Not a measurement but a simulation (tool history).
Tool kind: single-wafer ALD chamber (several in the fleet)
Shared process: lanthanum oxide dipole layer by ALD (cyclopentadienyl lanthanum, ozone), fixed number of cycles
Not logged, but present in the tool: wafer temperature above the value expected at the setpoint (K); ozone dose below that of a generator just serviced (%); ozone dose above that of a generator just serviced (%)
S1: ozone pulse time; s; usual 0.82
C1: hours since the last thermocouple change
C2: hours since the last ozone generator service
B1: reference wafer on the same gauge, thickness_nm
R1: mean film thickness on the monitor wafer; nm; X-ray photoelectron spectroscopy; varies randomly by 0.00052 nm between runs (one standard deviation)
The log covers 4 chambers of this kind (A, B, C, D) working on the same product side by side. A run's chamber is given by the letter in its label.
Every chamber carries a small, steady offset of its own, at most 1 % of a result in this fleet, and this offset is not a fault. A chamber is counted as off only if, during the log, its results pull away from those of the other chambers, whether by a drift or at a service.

Run 1D, hour 3.9: usual settings; C1 156.8; C2 1018.2; B1 0.53798. Result: R1 0.46692 nm.
Run 2A, hour 7: usual settings; C1 576.6; C2 463; B1 0.53808. Result: R1 0.4625 nm.
Run 3C, hour 11.4: usual settings; C1 325.9; C2 293.1; B1 0.53829. Result: R1 0.46425 nm.
Run 4B, hour 15.8: usual settings; C1 1933.4; C2 391.2; B1 0.5384. Result: R1 0.46693 nm.
Run 5A, hour 18.7: usual settings; C1 588.3; C2 474.7; B1 0.53844. Result: R1 0.46241 nm.
Run 6B, hour 22.6: usual settings; C1 1940.2; C2 398; B1 0.53838. Result: R1 0.46687 nm.
Run 7D, hour 27.1: usual settings; C1 180; C2 1041.4; B1 0.53873. Result: R1 0.46768 nm.
Run 8C, hour 29.6: usual settings; C1 344.1; C2 311.3; B1 0.53866. Result: R1 0.4644 nm.
Run 9C, hour 34.1: usual settings; C1 348.6; C2 315.8; B1 0.53863. Result: R1 0.46408 nm.
Run 10A, hour 37.6: usual settings but S1 0.56 s; C1 607.2; C2 493.6; B1 0.53869. Result: R1 0.38532 nm.
Run 11B, hour 39.8: usual settings but S1 0.56 s; C1 1957.4; C2 415.2; B1 0.53884. Result: R1 0.38873 nm.
Run 12D, hour 43: usual settings but S1 0.56 s; C1 195.9; C2 1057.3; B1 0.539. Result: R1 0.39118 nm.
Run 13D, hour 47.3: usual settings but S1 0.56 s; C1 200.2; C2 1061.6; B1 0.53922. Result: R1 0.39208 nm.
Run 14B, hour 50.1: usual settings; C1 1967.7; C2 425.5; B1 0.53912. Result: R1 0.4668 nm.
Run 15C, hour 53.8: usual settings but S1 1.09 s; C1 368.3; C2 335.5; B1 0.53904. Result: R1 0.51184 nm.
Run 16A, hour 56.1: usual settings but S1 1.09 s; C1 625.7; C2 512.1; B1 0.53921. Result: R1 0.51048 nm.
Run 17B, hour 58.4: usual settings but S1 1.09 s; C1 1976; C2 433.8; B1 0.53937. Result: R1 0.51517 nm.
Run 18A, hour 60.9: usual settings but S1 1.09 s; C1 630.5; C2 516.9; B1 0.53935. Result: R1 0.51084 nm.
Run 19D, hour 64.5: usual settings; C1 217.4; C2 1078.8; B1 0.53956. Result: R1 0.4682 nm.
Run 20C, hour 68.7: usual settings; C1 383.2; C2 350.4; B1 0.53932. Result: R1 0.46569 nm.
Run 21A, hour 71: usual settings but S1 0.52 s; C1 640.6; C2 527; B1 0.53963. Result: R1 0.36966 nm.
Run 22C, hour 74.3: usual settings but S1 0.52 s; C1 388.8; C2 356; B1 0.53975. Result: R1 0.37329 nm.
Run 23B, hour 77.4: usual settings but S1 0.52 s; C1 1995; C2 452.8; B1 0.53959. Result: R1 0.37337 nm.
Run 24D, hour 81.1: usual settings but S1 0.52 s; C1 234; C2 1095.4; B1 0.53998. Result: R1 0.37787 nm.
Run 25B, hour 84.1: usual settings but S1 0.56 s; C1 2001.7; C2 459.5; B1 0.53989. Result: R1 0.39028 nm.
Run 26D, hour 86.1: usual settings but S1 0.56 s; C1 239; C2 1100.4; B1 0.53988. Result: R1 0.39225 nm.
Run 27A, hour 90.3: usual settings but S1 0.56 s; C1 659.9; C2 546.3; B1 0.53995. Result: R1 0.38648 nm.
Run 28C, hour 92.6: usual settings but S1 0.56 s; C1 407.1; C2 374.3; B1 0.53999. Result: R1 0.38977 nm.
Run 29C, hour 95.1: usual settings; C1 409.6; C2 376.8; B1 0.54013. Result: R1 0.46541 nm.
Run 30D, hour 98.4: usual settings; C1 251.3; C2 1112.7; B1 0.54014. Result: R1 0.46893 nm.
Run 31A, hour 102.7: usual settings; C1 672.3; C2 558.7; B1 0.54033. Result: R1 0.46352 nm.
Run 32B, hour 106.9: usual settings; C1 2024.5; C2 482.3; B1 0.5404. Result: R1 0.46768 nm.
Run 33A, hour 109.1: usual settings; C1 678.7; C2 565.1; B1 0.54038. Result: R1 0.46433 nm.

What goes on in this fleet: one chamber off, a drifting gauge, or nothing beyond the chambers' own small offsets? Name the chamber and the cause, if any.

It is the gauge, not a chamber: its drift shows up in every chamber's results at once, and no chamber is off.
Likeliest cause: gauge reads high (%) = 0.459.
